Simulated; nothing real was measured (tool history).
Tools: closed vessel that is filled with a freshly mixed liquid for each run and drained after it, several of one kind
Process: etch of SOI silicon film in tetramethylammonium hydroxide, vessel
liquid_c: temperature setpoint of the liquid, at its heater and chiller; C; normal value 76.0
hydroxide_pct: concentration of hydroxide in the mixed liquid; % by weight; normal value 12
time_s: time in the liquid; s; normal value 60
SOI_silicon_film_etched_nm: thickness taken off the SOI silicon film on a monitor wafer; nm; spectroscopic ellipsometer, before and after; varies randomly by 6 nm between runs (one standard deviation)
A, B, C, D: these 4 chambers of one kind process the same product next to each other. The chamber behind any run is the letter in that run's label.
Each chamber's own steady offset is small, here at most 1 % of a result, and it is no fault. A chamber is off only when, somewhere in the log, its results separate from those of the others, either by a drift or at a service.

run	hour	liquid_c	hydroxide_pct	time_s	hours since the thermometer was replaced	hours since the hydroxide flow meter was replaced	read-back film thickness of the SOI silicon film reference wafer, read on the same gauge (nm)	SOI_silicon_film_etched_nm
1B	7.1	76.0	12	60	60.3	793.4	49.997	605.68
2C	13.1	76.0	12	60	305.0	374.0	50.000	605.35
3D	17.2	76.0	12	60	710.1	635.2	50.025	600.37
4A	22.1	76.0	12	60	266.4	1655.1	50.016	606.74
5C	25.6	76.0	12	60	317.5	386.5	49.976	613.91
6A	31.3	76.0	12	60	275.6	1664.3	50.026	607.19
7D	35.4	76.0	12	60	728.3	653.4	49.977	594.09
8B	39.7	76.0	12	60	92.9	826.0	50.022	606.20
9D	43.9	76.0	12	60	736.8	661.9	49.990	619.50
# hour 46.9: chamber A: hydroxide flow meter replaced
10B	49.6	76.0	12	60	102.8	835.9	49.981	607.38
# hour 51.2: chamber D: hydroxide flow meter replaced
11A	53.9	76.0	12	60	298.2	7.0	49.996	614.10
12C	60.5	76.0	12	60	352.4	421.4	50.014	616.77
13D	67.8	76.0	12	60	760.7	16.7	50.018	597.40
14A	74.8	76.0	12	60	319.1	27.9	49.976	595.66
15C	80.9	76.0	12	60	372.8	441.8	49.954	607.85
16B	85.9	76.0	12	60	139.1	872.2	49.972	603.84
17A	92.9	76.0	12	60	337.2	46.0	50.026	578.29
18C	97.4	76.0	12	60	389.3	458.3	50.008	605.20
19D	101.9	73.5	12	40	794.8	50.8	50.016	346.13
20B	107.9	73.5	12	40	161.1	894.2	50.008	350.43
21B	112.9	73.5	12	40	166.1	899.2	50.024	344.47
22C	120.4	73.5	12	40	412.3	481.3	49.991	348.70
23D	125.4	76.0	12	60	818.3	74.3	50.011	590.85
24A	130.0	76.0	12	60	374.3	83.1	49.971	562.02
25A	136.7	81.0	12	60	381.0	89.8	50.009	735.91
26D	144.0	81.0	12	60	836.9	92.9	49.977	798.04
27C	151.2	81.0	12	60	443.1	512.1	49.972	805.42
28B	158.6	81.0	12	60	211.8	944.9	49.980	804.73
29A	164.7	76.0	12	60	409.0	117.8	49.983	549.37
30C	170.9	76.0	12	60	462.8	531.8	50.041	613.86

All chambers now run identical settings, listed one chamber a line with results as question marks. What results will each chamber show?
31A	176.4	76.0	12	60				?
31B	176.4	76.0	12	60				?
31C	176.4	76.0	12	60				?
31D	176.4	76.0	12	60				?

run	SOI_silicon_film_etched_nm
31A	534.59
31B	598.33
31C	616.24
31D	599.92

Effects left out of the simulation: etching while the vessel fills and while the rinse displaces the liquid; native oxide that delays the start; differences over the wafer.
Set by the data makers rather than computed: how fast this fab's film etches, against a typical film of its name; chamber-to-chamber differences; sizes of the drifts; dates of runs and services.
